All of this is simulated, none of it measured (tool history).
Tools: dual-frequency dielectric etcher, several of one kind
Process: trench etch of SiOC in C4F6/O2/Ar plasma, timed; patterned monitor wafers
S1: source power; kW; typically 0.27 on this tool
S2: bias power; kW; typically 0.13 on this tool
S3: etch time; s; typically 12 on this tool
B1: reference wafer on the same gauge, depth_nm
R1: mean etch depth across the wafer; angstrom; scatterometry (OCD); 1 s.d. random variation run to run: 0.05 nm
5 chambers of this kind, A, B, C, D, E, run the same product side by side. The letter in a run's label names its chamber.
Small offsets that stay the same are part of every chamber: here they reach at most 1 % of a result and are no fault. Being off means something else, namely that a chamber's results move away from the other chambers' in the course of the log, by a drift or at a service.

{"run": "1E", "day": 0.508, "S1": 0.27, "S2": 0.13, "S3": 12, "B1": 20.496, "R1": 194.31}
{"run": "2D", "day": 0.967, "S1": 0.27, "S2": 0.13, "S3": 12, "B1": 20.487, "R1": 192.18}
{"run": "3A", "day": 1.279, "S1": 0.27, "S2": 0.13, "S3": 12, "B1": 20.488, "R1": 193.54}
{"run": "4B", "day": 1.742, "S1": 0.27, "S2": 0.13, "S3": 12, "B1": 20.499, "R1": 193.19}
{"run": "5C", "day": 2.167, "S1": 0.27, "S2": 0.13, "S3": 12, "B1": 20.498, "R1": 192.49}
{"run": "6E", "day": 2.538, "S1": 0.27, "S2": 0.13, "S3": 12, "B1": 20.488, "R1": 194.71}
{"run": "7A", "day": 2.85, "S1": 0.27, "S2": 0.13, "S3": 12, "B1": 20.505, "R1": 192.9}
{"run": "8D", "day": 3.175, "S1": 0.27, "S2": 0.13, "S3": 12, "B1": 20.494, "R1": 192.03}
{"run": "9C", "day": 3.454, "S1": 0.31, "S2": 0.14, "S3": 12, "B1": 20.496, "R1": 208.26}
{"run": "10B", "day": 3.792, "S1": 0.31, "S2": 0.14, "S3": 12, "B1": 20.513, "R1": 207.42}
{"run": "11A", "day": 4.275, "S1": 0.31, "S2": 0.14, "S3": 12, "B1": 20.501, "R1": 208.19}
{"day": 4.342, "done": "chamber A: wet clean of the chamber"}
{"run": "12D", "day": 4.55, "S1": 0.31, "S2": 0.14, "S3": 12, "B1": 20.498, "R1": 208.78}
{"run": "13B", "day": 5.008, "S1": 0.31, "S2": 0.14, "S3": 12, "B1": 20.498, "R1": 207.42}
{"day": 5.425, "done": "chamber C: wet clean of the chamber"}
{"run": "14C", "day": 5.429, "S1": 0.25, "S2": 0.13, "S3": 15, "B1": 20.51, "R1": 232.56}
{"run": "15E", "day": 5.842, "S1": 0.25, "S2": 0.13, "S3": 15, "B1": 20.51, "R1": 236.86}
{"day": 6.054, "done": "chamber B: wet clean of the chamber"}
{"run": "16A", "day": 6.175, "S1": 0.25, "S2": 0.13, "S3": 15, "B1": 20.505, "R1": 240.34}
{"run": "17E", "day": 6.5, "S1": 0.25, "S2": 0.13, "S3": 15, "B1": 20.508, "R1": 235.34}
{"run": "18C", "day": 6.842, "S1": 0.25, "S2": 0.13, "S3": 15, "B1": 20.502, "R1": 233.43}
{"run": "19D", "day": 7.154, "S1": 0.27, "S2": 0.13, "S3": 12, "B1": 20.509, "R1": 193.48}
{"run": "20B", "day": 7.521, "S1": 0.27, "S2": 0.13, "S3": 12, "B1": 20.514, "R1": 193.25}
{"run": "21D", "day": 7.95, "S1": 0.32, "S2": 0.13, "S3": 12, "B1": 20.491, "R1": 206.7}
{"run": "22B", "day": 8.308, "S1": 0.32, "S2": 0.13, "S3": 12, "B1": 20.497, "R1": 205.16}
{"run": "23E", "day": 8.538, "S1": 0.32, "S2": 0.13, "S3": 12, "B1": 20.497, "R1": 206.87}
{"run": "24A", "day": 8.958, "S1": 0.32, "S2": 0.13, "S3": 12, "B1": 20.491, "R1": 212.51}
{"run": "25C", "day": 9.371, "S1": 0.32, "S2": 0.13, "S3": 12, "B1": 20.498, "R1": 205.6}
{"run": "26E", "day": 9.638, "S1": 0.27, "S2": 0.13, "S3": 12, "B1": 20.498, "R1": 194.18}
{"run": "27D", "day": 9.954, "S1": 0.27, "S2": 0.13, "S3": 12, "B1": 20.494, "R1": 193.7}
{"run": "28A", "day": 10.2, "S1": 0.27, "S2": 0.13, "S3": 12, "B1": 20.51, "R1": 197.82}
{"run": "29C", "day": 10.525, "S1": 0.27, "S2": 0.13, "S3": 12, "B1": 20.489, "R1": 191.12}
{"run": "30B", "day": 10.908, "S1": 0.27, "S2": 0.13, "S3": 12, "B1": 20.503, "R1": 193.18}
{"run": "31A", "day": 11.167, "S1": 0.27, "S2": 0.13, "S3": 12, "B1": 20.487, "R1": 198.01}
{"run": "32B", "day": 11.442, "S1": 0.27, "S2": 0.13, "S3": 12, "B1": 20.499, "R1": 193}
{"run": "33C", "day": 11.688, "S1": 0.27, "S2": 0.13, "S3": 12, "B1": 20.511, "R1": 192.57}
{"run": "34D", "day": 12.125, "S1": 0.27, "S2": 0.13, "S3": 12, "B1": 20.508, "R1": 193.74}

The same settings go to every chamber for the next run, one line per chamber below. Forecast the results for each:
{"run": "35A", "day": 12.5, "S1": 0.27, "S2": 0.13, "S3": 12, "R1": "?"}
{"run": "35B", "day": 12.5, "S1": 0.27, "S2": 0.13, "S3": 12, "R1": "?"}
{"run": "35C", "day": 12.5, "S1": 0.27, "S2": 0.13, "S3": 12, "R1": "?"}
{"run": "35D", "day": 12.5, "S1": 0.27, "S2": 0.13, "S3": 12, "R1": "?"}
{"run": "35E", "day": 12.5, "S1": 0.27, "S2": 0.13, "S3": 12, "R1": "?"}

run=35A R1=198.33
run=35B R1=193.31
run=35C R1=192.72
run=35D R1=192.8
run=35E R1=194.9
